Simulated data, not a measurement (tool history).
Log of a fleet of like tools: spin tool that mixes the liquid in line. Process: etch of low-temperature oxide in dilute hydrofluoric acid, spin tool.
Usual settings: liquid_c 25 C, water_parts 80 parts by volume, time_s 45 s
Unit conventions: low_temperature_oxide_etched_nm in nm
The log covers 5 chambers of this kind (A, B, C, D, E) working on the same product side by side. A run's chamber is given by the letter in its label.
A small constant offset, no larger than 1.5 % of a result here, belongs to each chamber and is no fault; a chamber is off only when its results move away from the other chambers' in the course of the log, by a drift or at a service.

run	day	liquid_c	water_parts	time_s	read-back film thickness of the low-temperature oxide reference wafer, read on the same gauge (nm)	low_temperature_oxide_etched_nm
1D	0.262	25	80	45	130.00	6.4361
2B	0.500	25	80	45	129.96	6.3311
3A	0.754	25	80	45	130.01	6.3728
4C	0.975	25	80	45	130.01	6.3774
5E	1.212	25	80	45	129.98	6.4704
6D	1.667	28	80	45	130.08	7.1377
7A	1.888	28	80	45	130.02	7.2592
8E	2.117	28	80	45	129.98	7.2629
9C	2.458	28	80	45	130.00	7.1436
10B	2.846	28	80	45	129.98	7.0366
11D	3.067	25	80	45	130.00	6.3500
12C	3.362	25	80	45	130.02	6.4230
13A	3.650	25	80	45	130.02	6.4302
14E	4.121	22	80	55	129.99	6.8995
15B	4.383	22	80	55	130.01	6.6282
# day 4.717: chamber D: hydrofluoric acid flow meter replaced
16E	4.800	22	80	55	129.96	7.0876
17A	5.029	22	80	55	129.98	6.9246
18B	5.433	22	80	55	129.98	6.5472
19C	5.775	25	80	45	129.94	6.3608
20D	6.142	25	80	45	130.01	6.3672
21D	6.483	25	80	45	129.98	6.3215
22E	6.788	25	80	45	130.00	6.3875
23C	7.062	25	55	45	130.04	9.4870
24B	7.425	25	55	45	129.97	9.0607
25A	7.808	25	55	45	129.95	9.5652
26D	8.212	25	55	45	130.03	9.5312
27C	8.475	25	55	45	130.00	9.5145
28E	8.908	25	40	45	129.99	13.3560
29A	9.375	25	40	45	130.01	13.4350
30B	9.688	25	40	45	130.05	12.6510
31D	9.921	25	40	45	129.99	13.3190
32B	10.250	25	40	45	129.98	12.6070
33A	10.654	25	80	55	129.99	7.7567
34C	11.100	25	80	55	130.01	7.8455
35E	11.396	25	80	55	129.99	7.8498
36D	11.842	25	80	55	129.98	7.7414
37E	12.225	25	80	55	129.99	7.8137
38C	12.608	25	90	45	129.94	5.5411
39B	12.950	25	90	45	129.99	5.1257
40A	13.242	25	90	45	130.03	5.6079
41C	13.588	25	90	45	130.02	5.6229
42D	14.046	25	90	45	130.05	5.5855

Next, every chamber runs the same settings. What will each give?
43A	14.388	30	80	45		?
43B	14.388	30	80	45		?
43C	14.388	30	80	45		?
43D	14.388	30	80	45		?
43E	14.388	30	80	45		?

run	low_temperature_oxide_etched_nm
43A	7.8022
43B	7.1329
43C	7.7061
43D	7.7121
43E	7.9098
